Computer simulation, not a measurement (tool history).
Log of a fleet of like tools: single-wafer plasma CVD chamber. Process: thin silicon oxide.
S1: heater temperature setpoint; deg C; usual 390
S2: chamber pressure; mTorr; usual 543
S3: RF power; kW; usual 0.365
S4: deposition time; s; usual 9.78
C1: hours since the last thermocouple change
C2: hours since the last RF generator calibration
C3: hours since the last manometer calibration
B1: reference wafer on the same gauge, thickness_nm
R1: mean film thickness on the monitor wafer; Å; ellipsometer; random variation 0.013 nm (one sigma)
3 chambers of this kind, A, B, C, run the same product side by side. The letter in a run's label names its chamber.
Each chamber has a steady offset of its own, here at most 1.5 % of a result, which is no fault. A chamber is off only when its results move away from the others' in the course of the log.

run	hour	S1	S2	S3	S4	C1	C2	C3	B1	R1
1C	5.2	390	543	0.365	9.78	725	655.2	1347.6	10.4	129.34
2A	12	390	543	0.365	9.78	406.6	289.9	2139.5	10.399	128.36
3B	17.3	390	543	0.365	9.78	1023.8	161.9	2624.2	10.397	128.5
4C	23.4	390	543	0.365	9.78	743.2	673.4	1365.8	10.391	129.21
5B	28.3	390	543	0.365	9.78	1034.8	172.9	2635.2	10.395	128.49
6A	32.1	390	543	0.365	9.78	426.7	310	2159.6	10.389	128.3
7B	35.4	390	543	0.365	9.78	1041.9	180	2642.3	10.39	128.55
8A	38.7	390	543	0.365	9.78	433.3	316.6	2166.2	10.389	128.18
9C	45.5	390	543	0.365	9.78	765.3	695.5	1387.9	10.389	129.01
10B	52.2	390	543	0.365	9.78	1058.7	196.8	2659.1	10.385	128.11
11A	57.5	390	543	0.365	9.78	452.1	335.4	2185	10.385	128.24
12C	62	390	543	0.365	9.78	781.8	712	1404.4	10.382	128.99
13A	67.4	390	543	0.365	9.78	462	345.3	2194.9	10.384	128.24
14B	70.5	390	543	0.365	9.78	1077	215.1	2677.4	10.38	128.51
15C	74.6	390	543	0.365	9.78	794.4	724.6	1417	10.377	128.89
16B	81.3	390	543	0.365	9.78	1087.8	225.9	2688.2	10.376	128.38
17A	87.2	401	543	0.365	11.08	481.8	365.1	2214.7	10.374	143.97
18C	92.9	401	543	0.365	11.08	812.7	742.9	1435.3	10.375	144.89
19C	98.3	401	543	0.365	11.08	818.1	748.3	1440.7	10.369	144.72
20A	104.3	390	543	0.365	9.78	498.9	382.2	2231.8	10.372	127.74
21B	110.6	390	543	0.365	8.15	1117.1	255.2	2717.5	10.367	106.94
22B	115	390	543	0.365	8.15	1121.5	259.6	2721.9	10.368	106.9
23C	119.8	390	543	0.365	8.15	839.6	769.8	1462.2	10.367	107.31
24A	126.1	390	543	0.365	9.78	520.7	404	2253.6	10.365	128.03
25B	131.3	390	543	0.365	9.78	1137.8	275.9	2738.2	10.36	128.16
26C	134.7	390	543	0.365	9.78	854.5	784.7	1477.1	10.359	128.65
27A	139.3	390	543	0.365	9.78	533.9	417.2	2266.8	10.361	127.74
28B	144.9	390	543	0.365	9.78	1151.4	289.5	2751.8	10.36	128.16
29A	151	390	543	0.365	9.78	545.6	428.9	2278.5	10.358	127.91

Is one chamber off against the others, does the gauge drift, or is nothing wrong? If a chamber is off, say which, and what the likeliest cause is.

The gauge drifts, so all chambers seem to drift together. No chamber is off.
Cause: gauge reads low (%) = 0.416.
